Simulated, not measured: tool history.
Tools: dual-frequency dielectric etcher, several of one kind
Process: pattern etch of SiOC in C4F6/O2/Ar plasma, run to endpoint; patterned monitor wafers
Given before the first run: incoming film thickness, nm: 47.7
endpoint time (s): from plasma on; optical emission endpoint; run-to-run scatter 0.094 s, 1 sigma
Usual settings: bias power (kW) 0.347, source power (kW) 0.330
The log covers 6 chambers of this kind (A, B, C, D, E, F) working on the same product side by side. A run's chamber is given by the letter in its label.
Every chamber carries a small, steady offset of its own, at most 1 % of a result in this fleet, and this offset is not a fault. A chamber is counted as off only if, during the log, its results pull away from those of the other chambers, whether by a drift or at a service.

run 1B hour=3.7 | bias_power_(kW)=0.347 source_power_(kW)=0.330 | endpoint_time_(s)=19.800
run 2C hour=8.4 | bias_power_(kW)=0.347 source_power_(kW)=0.330 | endpoint_time_(s)=19.844
run 3D hour=11.6 | bias_power_(kW)=0.347 source_power_(kW)=0.330 | endpoint_time_(s)=19.734
run 4E hour=16.5 | bias_power_(kW)=0.347 source_power_(kW)=0.330 | endpoint_time_(s)=19.583
run 5F hour=19.3 | bias_power_(kW)=0.347 source_power_(kW)=0.330 | endpoint_time_(s)=19.781
run 6A hour=24.5 | bias_power_(kW)=0.347 source_power_(kW)=0.330 | endpoint_time_(s)=19.641
run 7C hour=30.4 | bias_power_(kW)=0.347 source_power_(kW)=0.330 | endpoint_time_(s)=19.869
run 8B hour=34.4 | bias_power_(kW)=0.347 source_power_(kW)=0.330 | endpoint_time_(s)=19.734
run 9F hour=39.8 | bias_power_(kW)=0.347 source_power_(kW)=0.330 | endpoint_time_(s)=19.665
run 10D hour=45.5 | bias_power_(kW)=0.347 source_power_(kW)=0.330 | endpoint_time_(s)=19.701
-- hour=47.1 chamber C: wet clean of the chamber
run 11A hour=48.9 | bias_power_(kW)=0.347 source_power_(kW)=0.330 | endpoint_time_(s)=19.647
run 12E hour=53.9 | bias_power_(kW)=0.347 source_power_(kW)=0.330 | endpoint_time_(s)=19.692
run 13A hour=58.7 | bias_power_(kW)=0.347 source_power_(kW)=0.330 | endpoint_time_(s)=19.605
run 14E hour=61.6 | bias_power_(kW)=0.347 source_power_(kW)=0.330 | endpoint_time_(s)=19.758
run 15D hour=64.4 | bias_power_(kW)=0.347 source_power_(kW)=0.330 | endpoint_time_(s)=19.628
run 16C hour=69.4 | bias_power_(kW)=0.347 source_power_(kW)=0.380 | endpoint_time_(s)=18.696
run 17F hour=73.6 | bias_power_(kW)=0.347 source_power_(kW)=0.380 | endpoint_time_(s)=18.611
run 18B hour=76.9 | bias_power_(kW)=0.347 source_power_(kW)=0.380 | endpoint_time_(s)=18.890
run 19D hour=82.7 | bias_power_(kW)=0.347 source_power_(kW)=0.380 | endpoint_time_(s)=18.758
run 20B hour=87.4 | bias_power_(kW)=0.347 source_power_(kW)=0.380 | endpoint_time_(s)=18.825
-- hour=88.2 chamber E: wet clean of the chamber
run 21C hour=93.2 | bias_power_(kW)=0.347 source_power_(kW)=0.380 | endpoint_time_(s)=18.862
-- hour=95.9 chamber B: wet clean of the chamber
run 22E hour=98.5 | bias_power_(kW)=0.347 source_power_(kW)=0.330 | endpoint_time_(s)=19.822
run 23F hour=103.7 | bias_power_(kW)=0.347 source_power_(kW)=0.330 | endpoint_time_(s)=19.629
run 24A hour=108.9 | bias_power_(kW)=0.347 source_power_(kW)=0.330 | endpoint_time_(s)=19.594
run 25C hour=113.5 | bias_power_(kW)=0.347 source_power_(kW)=0.360 | endpoint_time_(s)=19.214
run 26A hour=119.1 | bias_power_(kW)=0.347 source_power_(kW)=0.360 | endpoint_time_(s)=19.126
run 27F hour=124.5 | bias_power_(kW)=0.347 source_power_(kW)=0.360 | endpoint_time_(s)=19.125
run 28B hour=127.7 | bias_power_(kW)=0.347 source_power_(kW)=0.360 | endpoint_time_(s)=18.355
run 29E hour=131.9 | bias_power_(kW)=0.347 source_power_(kW)=0.360 | endpoint_time_(s)=18.938
run 30D hour=135.6 | bias_power_(kW)=0.347 source_power_(kW)=0.360 | endpoint_time_(s)=19.101
run 31E hour=141.2 | bias_power_(kW)=0.294 source_power_(kW)=0.330 | endpoint_time_(s)=20.933
run 32C hour=145.4 | bias_power_(kW)=0.294 source_power_(kW)=0.330 | endpoint_time_(s)=21.146
run 33D hour=148.9 | bias_power_(kW)=0.294 source_power_(kW)=0.330 | endpoint_time_(s)=20.796
run 34B hour=152.0 | bias_power_(kW)=0.294 source_power_(kW)=0.330 | endpoint_time_(s)=20.029
run 35A hour=158.1 | bias_power_(kW)=0.294 source_power_(kW)=0.330 | endpoint_time_(s)=20.853
run 36F hour=162.0 | bias_power_(kW)=0.294 source_power_(kW)=0.330 | endpoint_time_(s)=20.651
run 37C hour=165.7 | bias_power_(kW)=0.347 source_power_(kW)=0.330 | endpoint_time_(s)=20.031
run 38A hour=171.3 | bias_power_(kW)=0.276 source_power_(kW)=0.400 | endpoint_time_(s)=19.826

Next, all 6 chambers run the settings below, one line each with question marks for the results. What does each chamber give?
run 39A hour=175.8 | bias_power_(kW)=0.425 source_power_(kW)=0.330 | endpoint_time_(s)=?
run 39B hour=175.8 | bias_power_(kW)=0.425 source_power_(kW)=0.330 | endpoint_time_(s)=?
run 39C hour=175.8 | bias_power_(kW)=0.425 source_power_(kW)=0.330 | endpoint_time_(s)=?
run 39D hour=175.8 | bias_power_(kW)=0.425 source_power_(kW)=0.330 | endpoint_time_(s)=?
run 39E hour=175.8 | bias_power_(kW)=0.425 source_power_(kW)=0.330 | endpoint_time_(s)=?
run 39F hour=175.8 | bias_power_(kW)=0.425 source_power_(kW)=0.330 | endpoint_time_(s)=?

run=39A endpoint_time_(s)=18.252
run=39B endpoint_time_(s)=17.452
run=39C endpoint_time_(s)=18.469
run=39D endpoint_time_(s)=18.368
run=39E endpoint_time_(s)=18.510
run=39F endpoint_time_(s)=18.137
